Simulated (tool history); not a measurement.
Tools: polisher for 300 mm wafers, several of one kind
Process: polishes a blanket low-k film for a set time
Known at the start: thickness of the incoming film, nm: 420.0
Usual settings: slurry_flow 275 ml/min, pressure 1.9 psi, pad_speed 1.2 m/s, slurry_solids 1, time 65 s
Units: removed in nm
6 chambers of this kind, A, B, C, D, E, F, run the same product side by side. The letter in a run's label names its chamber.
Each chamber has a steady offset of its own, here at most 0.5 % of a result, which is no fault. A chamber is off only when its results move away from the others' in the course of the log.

-- hour=0.2 chamber B: conditioning disc replaced and pad reconditioned
-- hour=5.2 chamber E: worn pad replaced by a new one
run 1A hour=8 | slurry_flow=275 pressure=1.9 pad_speed=1.2 slurry_solids=1 time=65 | removed=24.965
run 2D hour=14.5 | slurry_flow=275 pressure=1.9 pad_speed=1.2 slurry_solids=1 time=65 | removed=25.727
-- hour=16.3 chamber C: slurry blender recalibrated
run 3F hour=23.7 | slurry_flow=275 pressure=1.9 pad_speed=1.2 slurry_solids=1 time=65 | removed=25.132
-- hour=30.7 chamber D: worn pad replaced by a new one
run 4E hour=33.1 | slurry_flow=275 pressure=1.9 pad_speed=1.2 slurry_solids=1 time=65 | removed=25.045
-- hour=35.8 chamber D: conditioning disc replaced and pad reconditioned
run 5C hour=39.7 | slurry_flow=275 pressure=1.9 pad_speed=1.2 slurry_solids=1 time=65 | removed=25.088
-- hour=44.9 chamber F: slurry blender recalibrated
-- hour=49.3 chamber A: worn pad replaced by a new one
run 6B hour=50.2 | slurry_flow=275 pressure=1.9 pad_speed=1.2 slurry_solids=1 time=65 | removed=25.325
-- hour=54 chamber C: worn pad replaced by a new one
-- hour=57.6 chamber C: conditioning disc replaced and pad reconditioned
run 7C hour=59.6 | slurry_flow=275 pressure=1.9 pad_speed=1.2 slurry_solids=1 time=65 | removed=24.711
-- hour=63.9 chamber E: worn pad replaced by a new one
-- hour=65.4 chamber F: worn pad replaced by a new one
run 8B hour=69.2 | slurry_flow=275 pressure=1.9 pad_speed=1.2 slurry_solids=1 time=65 | removed=25.414
run 9D hour=77.3 | slurry_flow=275 pressure=1.9 pad_speed=1.2 slurry_solids=1 time=65 | removed=25.431
-- hour=78.7 chamber C: slurry nozzle cleaned
-- hour=79.5 chamber B: worn pad replaced by a new one
-- hour=80.6 chamber D: head pressure recalibrated
run 10F hour=85.8 | slurry_flow=275 pressure=1.9 pad_speed=1.2 slurry_solids=1 time=65 | removed=24.938
-- hour=86.2 chamber E: conditioning disc replaced and pad reconditioned
-- hour=89 chamber A: slurry nozzle cleaned
run 11E hour=91.4 | slurry_flow=275 pressure=1.9 pad_speed=1.2 slurry_solids=1 time=65 | removed=24.743
run 12A hour=98.5 | slurry_flow=275 pressure=1.9 pad_speed=1.2 slurry_solids=1 time=65 | removed=25.406
-- hour=105.3 chamber F: conditioning disc replaced and pad reconditioned
run 13D hour=105.9 | slurry_flow=275 pressure=1.9 pad_speed=1.2 slurry_solids=1 time=65 | removed=25.295
-- hour=110.6 chamber E: slurry blender recalibrated
run 14C hour=111.8 | slurry_flow=275 pressure=1.9 pad_speed=1.2 slurry_solids=1 time=65 | removed=24.859
run 15E hour=119 | slurry_flow=185 pressure=2.4 pad_speed=1.2 slurry_solids=1 time=65 | removed=30.16
-- hour=122.8 chamber C: worn pad replaced by a new one
run 16B hour=126.4 | slurry_flow=185 pressure=2.4 pad_speed=1.2 slurry_solids=1 time=65 | removed=30.123
run 17A hour=131.9 | slurry_flow=185 pressure=2.4 pad_speed=1.2 slurry_solids=1 time=65 | removed=31.094
-- hour=132.8 chamber A: worn pad replaced by a new one
-- hour=139.5 chamber E: worn pad replaced by a new one
run 18F hour=141.2 | slurry_flow=185 pressure=2.4 pad_speed=1.2 slurry_solids=1 time=65 | removed=30.088
run 19E hour=146.4 | slurry_flow=185 pressure=2.4 pad_speed=1.2 slurry_solids=1 time=65 | removed=30.695
run 20A hour=152.4 | slurry_flow=185 pressure=2.4 pad_speed=1.2 slurry_solids=1 time=65 | removed=30.749
-- hour=152.7 chamber B: slurry blender recalibrated
run 21D hour=157.8 | slurry_flow=275 pressure=2.2 pad_speed=1.2 slurry_solids=1.25 time=65 | removed=31.396
-- hour=158.2 chamber F: worn pad replaced by a new one
run 22C hour=167.9 | slurry_flow=275 pressure=2.2 pad_speed=1.2 slurry_solids=1.25 time=65 | removed=31.926
-- hour=169.5 chamber D: worn pad replaced by a new one
-- hour=178.3 chamber C: slurry blender recalibrated
run 23F hour=178.3 | slurry_flow=275 pressure=2.2 pad_speed=1.2 slurry_solids=1.25 time=65 | removed=32.143
run 24B hour=188.2 | slurry_flow=275 pressure=2.2 pad_speed=1.2 slurry_solids=1.25 time=65 | removed=31.76
-- hour=194.4 chamber F: slurry nozzle cleaned
-- hour=196.1 chamber A: slurry blender recalibrated
run 25B hour=196.1 | slurry_flow=275 pressure=2.2 pad_speed=1.2 slurry_solids=1.25 time=65 | removed=31.095
-- hour=199.1 chamber A: worn pad replaced by a new one
-- hour=201.3 chamber B: head pressure recalibrated
-- hour=201.9 chamber E: worn pad replaced by a new one
-- hour=202.2 chamber C: worn pad replaced by a new one
-- hour=202.3 chamber B: worn pad replaced by a new one
run 26C hour=206.4 | slurry_flow=275 pressure=2.2 pad_speed=1.2 slurry_solids=1.25 time=65 | removed=33.028
run 27A hour=211.9 | slurry_flow=275 pressure=1.9 pad_speed=1.2 slurry_solids=1 time=65 | removed=25.058
run 28E hour=217.6 | slurry_flow=275 pressure=1.9 pad_speed=1.2 slurry_solids=1 time=65 | removed=25.537
-- hour=222 chamber F: slurry blender recalibrated
run 29D hour=228.2 | slurry_flow=275 pressure=2.3 pad_speed=0.82 slurry_solids=1 time=65 | removed=22.508
run 30F hour=234 | slurry_flow=275 pressure=2.3 pad_speed=0.82 slurry_solids=1 time=65 | removed=22.333
run 31D hour=240.5 | slurry_flow=275 pressure=2.3 pad_speed=0.82 slurry_solids=1 time=65 | removed=22.322
run 32B hour=249.9 | slurry_flow=275 pressure=2.3 pad_speed=0.82 slurry_solids=1 time=65 | removed=22.708
-- hour=254 chamber F: worn pad replaced by a new one
run 33E hour=255.8 | slurry_flow=275 pressure=2.3 pad_speed=0.82 slurry_solids=1 time=65 | removed=22.59
-- hour=260.1 chamber D: slurry blender recalibrated
run 34A hour=263.7 | slurry_flow=275 pressure=2.3 pad_speed=0.82 slurry_solids=1 time=65 | removed=22.469
-- hour=267 chamber E: worn pad replaced by a new one
-- hour=271.2 chamber F: conditioning disc replaced and pad reconditioned
run 35F hour=272.8 | slurry_flow=275 pressure=1.9 pad_speed=1.2 slurry_solids=1 time=43 | removed=16.464
run 36C hour=279.2 | slurry_flow=275 pressure=1.9 pad_speed=1.2 slurry_solids=1 time=43 | removed=16.612
-- hour=279.8 chamber A: worn pad replaced by a new one
-- hour=279.8 chamber A: conditioning disc replaced and pad reconditioned
-- hour=283.7 chamber E: head pressure recalibrated
run 37F hour=289.6 | slurry_flow=275 pressure=1.9 pad_speed=1.2 slurry_solids=1 time=43 | removed=16.684
-- hour=291.5 chamber C: worn pad replaced by a new one
-- hour=296.7 chamber B: worn pad replaced by a new one
run 38D hour=298.7 | slurry_flow=275 pressure=1.9 pad_speed=1.2 slurry_solids=1 time=43 | removed=17.033
-- hour=304.8 chamber A: slurry nozzle cleaned
run 39A hour=306.6 | slurry_flow=275 pressure=1.9 pad_speed=1.2 slurry_solids=1 time=43 | removed=16.949
-- hour=308.9 chamber E: slurry blender recalibrated
run 40C hour=315.5 | slurry_flow=275 pressure=1.9 pad_speed=1.2 slurry_solids=1 time=43 | removed=16.693
run 41B hour=324 | slurry_flow=275 pressure=1.9 pad_speed=1.2 slurry_solids=1 time=65 | removed=24.92
run 42E hour=329.4 | slurry_flow=275 pressure=1.9 pad_speed=1.2 slurry_solids=1 time=65 | removed=25.226

Is one chamber off against the others, does the gauge drift, or is nothing wrong? If a chamber is off, say which, and what the likeliest cause is.

No chamber stands off beyond its own small offset, and the gauge holds steady.
